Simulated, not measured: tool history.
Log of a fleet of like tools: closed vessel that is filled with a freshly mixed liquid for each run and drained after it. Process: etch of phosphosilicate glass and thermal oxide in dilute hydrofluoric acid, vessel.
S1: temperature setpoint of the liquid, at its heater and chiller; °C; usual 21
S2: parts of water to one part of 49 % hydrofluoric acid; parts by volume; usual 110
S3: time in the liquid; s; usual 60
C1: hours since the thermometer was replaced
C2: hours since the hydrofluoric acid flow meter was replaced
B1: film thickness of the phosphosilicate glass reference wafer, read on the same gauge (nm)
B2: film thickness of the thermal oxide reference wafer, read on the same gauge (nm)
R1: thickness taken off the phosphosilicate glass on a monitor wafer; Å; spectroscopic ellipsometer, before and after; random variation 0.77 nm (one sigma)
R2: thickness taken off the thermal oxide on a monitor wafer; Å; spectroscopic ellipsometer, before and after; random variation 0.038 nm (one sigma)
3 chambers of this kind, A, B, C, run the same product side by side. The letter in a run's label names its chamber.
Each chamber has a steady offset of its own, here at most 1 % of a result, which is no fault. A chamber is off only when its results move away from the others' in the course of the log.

run	hour	S1	S2	S3	C1	C2	B1	B2	R1	R2
1C	3.8	21	110	60	520.6	1370.7	79.997	130	974.39	22.57
2B	8.4	21	110	60	1063.5	73.4	80.001	130.01	947.39	23.441
3A	11.8	21	110	60	216	715.3	80.015	130.01	973.09	23.182
4B	16.2	21	110	60	1071.3	81.2	80.011	130.02	951.58	22.806
5A	19.4	17	145	60	223.6	722.9	79.997	129.97	605.4	14.347
6C	23.7	17	145	60	540.5	1390.6	79.976	130.02	597.9	14.056
7B	27.4	17	145	60	1082.5	92.4	79.998	130.02	606.43	14.76
# hour 31.9: chamber C: thermometer replaced
8A	32.2	21	110	60	236.4	735.7	79.982	129.98	964.52	22.735
9C	36.4	21	165	90	4.5	1403.3	80.001	130.01	901.04	21.632
10A	38.5	21	165	90	242.7	742	79.993	130	916.56	22.033
11B	43	21	165	90	1098.1	108	80.01	130.01	897.79	21.44
12C	46.4	21	110	60	14.5	1413.3	80.002	129.99	960.55	22.786
13B	50.8	21	110	60	1105.9	115.8	80.002	130	948.37	22.79
14C	55.6	21	90	60	23.7	1422.5	79.999	130.02	1204.9	28.216
15A	59.8	21	90	60	264	763.3	79.991	129.99	1208.9	28.655
16B	63.5	21	90	60	1118.6	128.5	80	129.99	1183.8	28.47
17C	65.7	21	110	60	33.8	1432.6	80.011	130	962.93	22.904
18A	70.3	21	110	60	274.5	773.8	80.006	129.97	967.43	23.369
19A	74.8	21	110	60	279	778.3	80.012	130.02	973.65	23.131
20B	78.7	21	90	80	1133.8	143.7	80	130.03	1616.7	37.163
21C	83.3	21	90	80	51.4	1450.2	79.989	130	1614.2	38.026
22A	86.6	21	90	80	290.8	790.1	80.003	130.01	1595.3	38.09
23C	91	21	110	60	59.1	1457.9	80.007	130.01	965.14	22.86
24B	94	21	80	75	1149.1	159	79.989	130	1690.4	39.279
25C	97.6	21	80	75	65.7	1464.5	79.992	130.03	1741.3	41.74
26B	101.3	21	80	75	1156.4	166.3	79.99	129.98	1678.2	39.977
27A	103.8	21	110	60	308	807.3	80.001	129.99	975.62	22.926
28B	107.3	21	110	60	1162.4	172.3	80.013	129.99	965.73	23.607
29C	111.4	21	110	60	79.5	1478.3	79.995	130.02	983.37	22.276
30A	114.2	21	90	60	318.4	817.7	80.015	130	1197.1	29.292
31C	117.4	21	90	60	85.5	1484.3	80.018	129.99	1206.8	28.665
32A	120.7	21	90	60	324.9	824.2	80.013	130	1211.8	28.902
33B	123.9	21	110	60	1179	188.9	80.013	130	959.62	22.811
34A	126.3	21	110	60	330.5	829.8	79.977	129.99	963.06	22.925
35C	128.3	21	110	60	96.4	1495.2	79.978	130	959.94	22.91
36B	131.2	21	110	60	1186.3	196.2	79.997	130.01	953.4	23.087
37B	135.5	21	110	60	1190.6	200.5	79.993	129.99	944.96	23.379
38A	138.4	21	110	60	342.6	841.9	80.008	130.01	964.73	23.361

Is one chamber off against the others, does the gauge drift, or is nothing wrong? If a chamber is off, say which, and what the likeliest cause is.

No chamber stands off beyond its own small offset, and the gauge holds steady.
